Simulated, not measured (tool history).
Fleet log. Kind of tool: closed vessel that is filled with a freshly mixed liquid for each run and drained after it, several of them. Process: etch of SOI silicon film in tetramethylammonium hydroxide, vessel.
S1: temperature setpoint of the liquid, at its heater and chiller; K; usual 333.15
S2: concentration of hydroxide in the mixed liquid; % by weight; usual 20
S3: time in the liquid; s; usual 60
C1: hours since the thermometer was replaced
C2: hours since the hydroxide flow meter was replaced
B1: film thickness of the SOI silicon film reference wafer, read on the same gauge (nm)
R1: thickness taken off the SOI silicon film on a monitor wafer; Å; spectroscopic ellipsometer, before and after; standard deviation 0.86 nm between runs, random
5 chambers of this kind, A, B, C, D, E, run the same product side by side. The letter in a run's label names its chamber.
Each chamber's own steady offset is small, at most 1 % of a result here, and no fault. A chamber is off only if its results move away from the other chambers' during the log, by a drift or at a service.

run	hour	S1	S2	S3	C1	C2	B1	R1
# hour 1.7: chamber C: thermometer replaced
1E	4.9	333.15	20	60	1145.5	1009.8	149.95	1749.8
2C	10.7	333.15	20	60	9	185.4	150	1725
3A	14.3	333.15	20	60	2128.5	794.7	150.02	1735.6
4B	17.6	333.15	20	60	526.8	907.6	149.97	1744.3
5D	21.8	333.15	20	60	304	2212.6	150.04	1759.8
6D	26.7	333.15	20	60	308.9	2217.5	149.99	1745.1
7E	29.8	333.15	20	60	1170.4	1034.7	150.02	1762.6
8B	35.2	337.15	24	60	544.4	925.2	150.02	1897.4
9C	39.8	337.15	24	60	38.1	214.5	149.99	1920.8
10A	46.2	337.15	24	60	2160.4	826.6	149.94	1912.5
11A	49.3	337.15	24	60	2163.5	829.7	149.97	1910.7
12E	53.5	337.15	24	60	1194.1	1058.4	150.01	1933.8
13B	58	333.15	20	60	567.2	948	150.04	1748
14D	64.6	333.15	20	60	346.8	2255.4	150	1737
15C	71.2	333.15	20	60	69.5	245.9	149.95	1712
16E	76.9	333.15	20	60	1217.5	1081.8	149.97	1747.7
17D	80.6	333.15	20	60	362.8	2271.4	150.02	1755.4
18A	85	333.15	20	60	2199.2	865.4	149.96	1740.5
19B	91.6	333.15	20	60	600.8	981.6	150.01	1757
20C	97.9	333.15	22.5	60	96.2	272.6	150.01	1614.7
21C	103	333.15	22.5	60	101.3	277.7	150.04	1613.1
22B	107.2	333.15	22.5	60	616.4	997.2	150.05	1627.9
23A	110.4	333.15	22.5	60	2224.6	890.8	149.99	1603.2
24D	113.9	333.15	22.5	60	396.1	2304.7	149.99	1636.2
25E	119.8	333.15	20	60	1260.4	1124.7	149.97	1742.5
26C	124.6	333.15	20	60	122.9	299.3	149.95	1738.9
27D	129.2	333.15	20	60	411.4	2320	150	1761.1
28B	133.7	333.15	20	60	642.9	1023.7	150.03	1761.9
29E	137.7	333.15	20	45	1278.3	1142.6	149.97	1300.5
30A	142.8	333.15	20	45	2257	923.2	149.98	1295.6
31A	149.3	333.15	20	45	2263.5	929.7	150.01	1288.3
32B	156.1	333.15	20	45	665.3	1046.1	150.01	1331.4
# hour 160.7: chamber D: hydroxide flow meter replaced
33E	162.5	333.15	20	45	1303.1	1167.4	150.02	1313.8
34C	169	333.15	20	60	167.3	343.7	150.03	1732.1
35D	174.3	333.15	20	60	456.5	13.6	150.01	1761.3
36E	179.1	333.15	20	60	1319.7	1184	150	1738.9
37B	182.9	333.15	20	60	692.1	1072.9	150.04	1785.1
38D	186.7	333.15	20	60	468.9	26	149.99	1732.1
39C	190.7	333.15	20	60	189	365.4	150.07	1723.5
40A	196.8	329.65	20	60	2311	977.2	150.03	1389.3
41E	200.9	329.65	20	60	1341.5	1205.8	150.01	1394.6
42D	206.8	329.65	20	60	489	46.1	149.95	1394.3
43B	211.3	329.65	20	60	720.5	1101.3	150	1459.8

One chamber off, gauge drift, or nothing amiss beyond the chambers' own small offsets? If it is a chamber, which one, and what is the likeliest cause?

Little by little, chamber B moves away from the other chambers.
Most likely cause: liquid hotter than its thermometer reads (K) = 0.566.
It could be hard to tell apart here from: hydroxide flow below the setpoint (%).

Below are 4 candidate recipes for chamber B's next run, each the usual settings with a change, their results shown as question marks. Which of them brings B's results back in line with what the other chambers give on the usual settings?
Allowed miss from the other chambers' usual-settings mean, per result, to count as in line: R1 30 Å
44B-1	216.1	332.65	20	60				?
44B-2	216.1	333.65	20	60				?
44B-3	216.1	332.15	20	60				?
44B-4	216.1	334.15	20	60				?

Other chambers, usual settings, mean: R1 1739 Å
run	R1
44B-1	1743.2
44B-2	1853.7
44B-3	1690.4
44B-4	1910.7
The right change is 44B-1: it brings the chamber back within the allowed miss of the others.

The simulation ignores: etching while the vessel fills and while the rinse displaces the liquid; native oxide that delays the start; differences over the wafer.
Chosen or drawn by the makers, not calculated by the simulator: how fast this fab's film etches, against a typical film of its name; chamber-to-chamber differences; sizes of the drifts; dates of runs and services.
